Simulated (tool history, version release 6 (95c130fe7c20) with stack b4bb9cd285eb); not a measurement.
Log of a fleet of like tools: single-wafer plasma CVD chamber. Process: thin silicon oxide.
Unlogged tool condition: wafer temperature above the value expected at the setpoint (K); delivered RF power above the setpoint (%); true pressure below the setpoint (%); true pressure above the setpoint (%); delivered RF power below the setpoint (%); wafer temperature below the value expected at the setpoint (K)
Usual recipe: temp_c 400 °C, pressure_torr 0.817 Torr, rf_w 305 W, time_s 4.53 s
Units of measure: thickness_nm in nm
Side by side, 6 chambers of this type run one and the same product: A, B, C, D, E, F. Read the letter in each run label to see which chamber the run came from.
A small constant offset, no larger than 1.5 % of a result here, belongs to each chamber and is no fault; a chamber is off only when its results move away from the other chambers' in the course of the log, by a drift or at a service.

run,hour,temp_c,pressure_torr,rf_w,time_s,hours since the last thermocouple change,hours since the last RF generator calibration,hours since the last manometer calibration,"read-back reference wafer on the same gauge, thickness_nm",thickness_nm
1C,4.5,400,0.817,305,4.53,473.7,2541.9,1034.8,7.0986,8.573
2A,9.3,400,0.817,305,4.53,1251.8,18.8,576.1,7.1002,8.5966
3B,16.5,400,0.817,305,4.53,1016.8,1772.3,856.3,7.0945,8.5186
4E,21.9,400,0.817,305,4.53,1528.6,1585.1,1426.5,7.0909,8.5787
5D,27.6,400,0.817,305,4.53,543.2,211.5,1894.1,7.0995,8.6143
# hour 31.3: chamber C: capacitance manometer re-zeroed and calibrated
6F,34.9,400,0.817,305,4.53,1862.1,569.6,1570.8,7.0949,8.7273
# hour 39.5: chamber C: RF generator calibrated
7B,41,400,0.817,305,4.53,1041.3,1796.8,880.8,7.1004,8.6012
8A,44.5,400,0.817,305,4.53,1287,54,611.3,7.1081,8.6423
9F,49.6,405,0.817,305,4.97,1876.8,584.3,1585.5,7.0974,9.3963
10D,54.2,405,0.817,305,4.97,569.8,238.1,1920.7,7.1032,9.4389
11E,59.8,405,0.817,305,4.97,1566.5,1623,1464.4,7.1005,9.3561
12C,63.2,405,0.817,305,4.97,532.4,23.8,31.9,7.102,9.4522
13A,70.6,405,0.817,305,4.97,1313.1,80.1,637.4,7.1029,9.3845
14F,75.7,405,0.817,305,4.97,1902.9,610.4,1611.6,7.0982,9.4771
15D,81,400,0.817,305,4.53,596.6,264.9,1947.5,7.0974,8.6653
16C,84.2,400,0.817,355,4.04,553.4,44.8,52.9,7.1004,8.0541
17B,90.8,400,0.817,355,4.04,1091.1,1846.6,930.6,7.1071,8.1026
18E,95.2,400,0.817,355,4.04,1601.9,1658.4,1499.8,7.1028,8.1095
19B,101.1,400,0.817,355,4.04,1101.4,1856.9,940.9,7.1074,8.1024
20D,106.6,400,0.817,355,4.04,622.2,290.5,1973.1,7.1018,8.2264
21C,111,400,0.817,355,4.04,580.2,71.6,79.7,7.1004,8.1351
22E,118,386,0.939,305,4.53,1624.7,1681.2,1522.6,7.0957,9.7547
23F,124.9,386,0.939,305,4.53,1952.1,659.6,1660.8,7.1045,9.8429
24A,129.3,386,0.939,305,4.53,1371.8,138.8,696.1,7.0965,9.594
25D,132.8,386,0.939,305,4.53,648.4,316.7,1999.3,7.0964,9.9074
26C,140.1,386,0.939,305,4.53,609.3,100.7,108.8,7.103,9.7939
27F,146.3,386,0.939,305,4.53,1973.5,681,1682.2,7.0969,9.8144
28E,153,400,0.817,305,4.53,1659.7,1716.2,1557.6,7.1026,8.5823
# hour 154.4: chamber D: capacitance manometer re-zeroed and calibrated
29B,159.6,400,0.817,305,4.53,1159.9,1915.4,999.4,7.0972,8.4923
30A,165.4,394,0.994,305,4.53,1407.9,174.9,732.2,7.1003,9.8477
31F,171.1,394,0.994,305,4.53,1998.3,705.8,1707,7.1056,10.218
32A,174.9,394,0.994,305,4.53,1417.4,184.4,741.7,7.0995,9.8357
33C,180.1,394,0.994,305,4.53,649.3,140.7,148.8,7.1037,10.115
34B,183.4,394,0.994,305,4.53,1183.7,1939.2,1023.2,7.1001,10.058
35E,190.8,394,0.994,305,4.53,1697.5,1754,1595.4,7.1092,10.089
36D,194.9,400,0.817,305,4.53,710.5,378.8,40.6,7.096,8.6376
37E,198.2,400,0.817,305,4.53,1704.9,1761.4,1602.8,7.0998,8.5788
38F,204.1,400,0.817,305,4.53,2031.3,738.8,1740,7.1026,8.6651
39C,207.7,400,0.817,305,4.53,676.9,168.3,176.4,7.0951,8.5832

The same settings go to every chamber for the next run, one line per chamber below. Forecast the results for each:
40A,213,412,0.817,305,4.53,,,,,?
40B,213,412,0.817,305,4.53,,,,,?
40C,213,412,0.817,305,4.53,,,,,?
40D,213,412,0.817,305,4.53,,,,,?
40E,213,412,0.817,305,4.53,,,,,?
40F,213,412,0.817,305,4.53,,,,,?

run,thickness_nm
40A,8.0331
40B,8.5034
40C,8.4517
40D,8.6179
40E,8.4977
40F,8.5756
